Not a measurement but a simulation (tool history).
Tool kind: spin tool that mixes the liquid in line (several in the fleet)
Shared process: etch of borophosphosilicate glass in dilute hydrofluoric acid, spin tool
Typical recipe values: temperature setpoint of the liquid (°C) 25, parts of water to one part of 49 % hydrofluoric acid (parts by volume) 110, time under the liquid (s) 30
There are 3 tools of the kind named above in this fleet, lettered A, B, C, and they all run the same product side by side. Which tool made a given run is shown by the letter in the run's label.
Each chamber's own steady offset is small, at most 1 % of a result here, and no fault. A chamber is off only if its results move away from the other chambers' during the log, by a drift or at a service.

run,day,temperature setpoint of the liquid (°C),parts of water to one part of 49 % hydrofluoric acid (parts by volume),time under the liquid (s),"read-back film thickness of the borophosphosilicate glass reference wafer, read on the same gauge (nm)",thickness taken off the borophosphosilicate glass on a monitor wafer (angstrom)
1A,0.175,25,110,30,139.98,206.52
2C,0.362,25,110,30,140.03,205.26
3B,0.525,25,110,30,139.99,205.72
4B,0.646,25,110,30,139.98,210.31
5C,0.775,25,110,30,140,205.46
6A,0.912,25,110,30,140.01,204.24
7B,1.004,25,110,30,140.03,207.8
8C,1.158,25,110,30,140,206.57
9A,1.275,25,110,30,140,206.74
10A,1.379,25,110,30,140.02,207.7
11C,1.488,25,110,30,140.02,207.26
12B,1.662,29,65,30,140.03,437.25
13C,1.85,29,65,30,139.98,435.39
14B,2.038,29,65,30,139.99,436.92
15A,2.138,25,110,30,140.02,212.12
16A,2.238,25,110,30,140,208.34
17B,2.362,25,110,30,139.99,204.05
18C,2.496,25,110,30,139.99,207.15
19A,2.667,25,110,30,140,203.94
20C,2.779,25,110,30,139.98,206.98
21B,2.962,25,110,30,139.99,204.94
22A,3.125,25,110,30,139.99,210.28
23C,3.229,25,110,30,140.01,207.92
24B,3.354,25,110,30,140.02,202.94
25A,3.542,25,110,30,139.96,204.07
26B,3.679,25,110,30,139.99,198.64
27C,3.812,25,110,30,139.99,205.95
28B,3.992,25,110,30,140.01,201.32
29C,4.162,25,110,30,139.97,208.1
30A,4.354,21.5,110,30,140,183.66
31B,4.525,21.5,110,30,140,169.15
32C,4.708,21.5,110,30,139.98,180.72
33A,4.796,25,110,30,139.98,207.81
34B,4.992,25,110,30,139.99,193.41
35C,5.096,25,110,30,140,207.48

Predict what each chamber gives when all 3 of them run the settings below next.
36A,5.233,25,110,15,,?
36B,5.233,25,110,15,,?
36C,5.233,25,110,15,,?

run,thickness taken off the borophosphosilicate glass on a monitor wafer (angstrom)
36A,103.64
36B,94.23
36C,104.98
